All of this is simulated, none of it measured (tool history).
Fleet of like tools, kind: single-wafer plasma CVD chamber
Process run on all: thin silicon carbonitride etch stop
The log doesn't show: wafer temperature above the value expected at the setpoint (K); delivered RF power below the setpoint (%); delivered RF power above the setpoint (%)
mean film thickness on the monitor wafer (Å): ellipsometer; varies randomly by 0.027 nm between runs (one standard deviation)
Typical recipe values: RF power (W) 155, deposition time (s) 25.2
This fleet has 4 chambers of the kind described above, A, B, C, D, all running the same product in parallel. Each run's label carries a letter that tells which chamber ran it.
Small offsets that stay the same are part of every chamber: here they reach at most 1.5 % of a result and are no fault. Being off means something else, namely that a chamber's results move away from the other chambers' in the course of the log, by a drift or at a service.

| run | hour | RF power (W) | deposition time (s) | hours since the last thermocouple change | hours since the last RF generator calibration | read-back reference wafer on the same gauge, thickness_nm | mean film thickness on the monitor wafer (Å) |
|---|---|---|---|---|---|---|---|
| 1B | 4.8 | 155 | 25.2 | 223.5 | 389.9 | 10.901 | 130.96 |
| 2A | 11.0 | 155 | 25.2 | 514.2 | 750.6 | 10.898 | 133.42 |
| 3D | 19.6 | 155 | 25.2 | 395.7 | 1004.7 | 10.899 | 132.46 |
| 4C | 24.9 | 155 | 25.2 | 1420.1 | 1048.4 | 10.900 | 132.85 |
| 5A | 32.8 | 145 | 25.2 | 536.0 | 772.4 | 10.902 | 130.84 |
| 6D | 40.0 | 145 | 25.2 | 416.1 | 1025.1 | 10.905 | 129.97 |
| 7C | 47.1 | 145 | 25.2 | 1442.3 | 1070.6 | 10.898 | 129.95 |
| 8B | 53.7 | 145 | 25.2 | 272.4 | 438.8 | 10.892 | 128.72 |
| 9D | 62.3 | 140 | 25.2 | 438.4 | 1047.4 | 10.899 | 128.51 |
| 10C | 66.3 | 140 | 25.2 | 1461.5 | 1089.8 | 10.904 | 128.49 |
| 11A | 73.5 | 140 | 25.2 | 576.7 | 813.1 | 10.899 | 129.65 |
| 12B | 77.7 | 140 | 25.2 | 296.4 | 462.8 | 10.900 | 127.40 |
| 13A | 84.1 | 155 | 25.2 | 587.3 | 823.7 | 10.898 | 133.35 |
| 14C | 91.6 | 130 | 25.2 | 1486.8 | 1115.1 | 10.906 | 125.94 |
| 15B | 100.2 | 130 | 25.2 | 318.9 | 485.3 | 10.903 | 124.65 |
| 16D | 107.8 | 130 | 25.2 | 483.9 | 1092.9 | 10.899 | 126.17 |
| 17C | 112.7 | 130 | 25.2 | 1507.9 | 1136.2 | 10.901 | 125.81 |
| 18B | 119.6 | 165 | 23.1 | 338.3 | 504.7 | 10.898 | 122.86 |
| 19A | 128.1 | 165 | 23.1 | 631.3 | 867.7 | 10.901 | 124.39 |
|  | 133.7 | chamber C: RF generator calibrated |
| 20D | 135.7 | 165 | 23.1 | 511.8 | 1120.8 | 10.898 | 123.81 |
| 21A | 144.4 | 165 | 23.1 | 647.6 | 884.0 | 10.899 | 124.86 |
| 22C | 151.9 | 130 | 25.2 | 1547.1 | 18.2 | 10.902 | 126.15 |
| 23B | 158.7 | 130 | 25.2 | 377.4 | 543.8 | 10.896 | 124.05 |
| 24D | 164.4 | 130 | 25.2 | 540.5 | 1149.5 | 10.895 | 125.66 |
| 25D | 170.9 | 130 | 25.2 | 547.0 | 1156.0 | 10.904 | 125.82 |
| 26C | 177.6 | 135 | 30.1 | 1572.8 | 43.9 | 10.905 | 151.67 |
| 27A | 185.6 | 135 | 30.1 | 688.8 | 925.2 | 10.898 | 153.03 |
| 28B | 193.8 | 135 | 30.1 | 412.5 | 578.9 | 10.899 | 149.80 |
| 29D | 202.6 | 135 | 30.1 | 578.7 | 1187.7 | 10.904 | 151.64 |
| 30C | 210.9 | 155 | 25.2 | 1606.1 | 77.2 | 10.905 | 132.66 |
| 31B | 217.7 | 155 | 25.2 | 436.4 | 602.8 | 10.900 | 130.89 |
| 32A | 223.8 | 155 | 29.1 | 727.0 | 963.4 | 10.897 | 153.91 |
| 33D | 231.6 | 155 | 29.1 | 607.7 | 1216.7 | 10.901 | 153.38 |
| 34B | 239.1 | 155 | 29.1 | 457.8 | 624.2 | 10.896 | 150.84 |
| 35A | 243.0 | 155 | 29.1 | 746.2 | 982.6 | 10.896 | 154.08 |
| 36C | 248.9 | 155 | 25.2 | 1644.1 | 115.2 | 10.899 | 132.70 |
| 37D | 256.0 | 155 | 25.2 | 632.1 | 1241.1 | 10.903 | 132.49 |
|  | 261.5 | chamber C: thermocouple changed; heater temperature recalibrated |
| 38B | 263.1 | 175 | 25.2 | 481.8 | 648.2 | 10.901 | 135.01 |
| 39A | 270.9 | 175 | 25.2 | 774.1 | 1010.5 | 10.897 | 139.37 |
| 40C | 278.6 | 175 | 25.2 | 17.2 | 144.9 | 10.901 | 137.38 |
| 41D | 283.5 | 175 | 25.2 | 659.6 | 1268.6 | 10.901 | 137.29 |
| 42C | 288.3 | 155 | 25.2 | 26.9 | 154.6 | 10.905 | 132.49 |
| 43B | 293.4 | 155 | 25.2 | 512.1 | 678.5 | 10.900 | 130.07 |
| 44A | 297.2 | 155 | 20.8 | 800.4 | 1036.8 | 10.897 | 110.51 |

All 4 chambers run these settings next. Forecast each chamber's results:
| 45A | 303.6 | 155 | 25.2 |  |  |  | ? |
| 45B | 303.6 | 155 | 25.2 |  |  |  | ? |
| 45C | 303.6 | 155 | 25.2 |  |  |  | ? |
| 45D | 303.6 | 155 | 25.2 |  |  |  | ? |

| run | mean film thickness on the monitor wafer (Å) |
|---|---|
| 45A | 133.69 |
| 45B | 129.42 |
| 45C | 132.69 |
| 45D | 132.65 |

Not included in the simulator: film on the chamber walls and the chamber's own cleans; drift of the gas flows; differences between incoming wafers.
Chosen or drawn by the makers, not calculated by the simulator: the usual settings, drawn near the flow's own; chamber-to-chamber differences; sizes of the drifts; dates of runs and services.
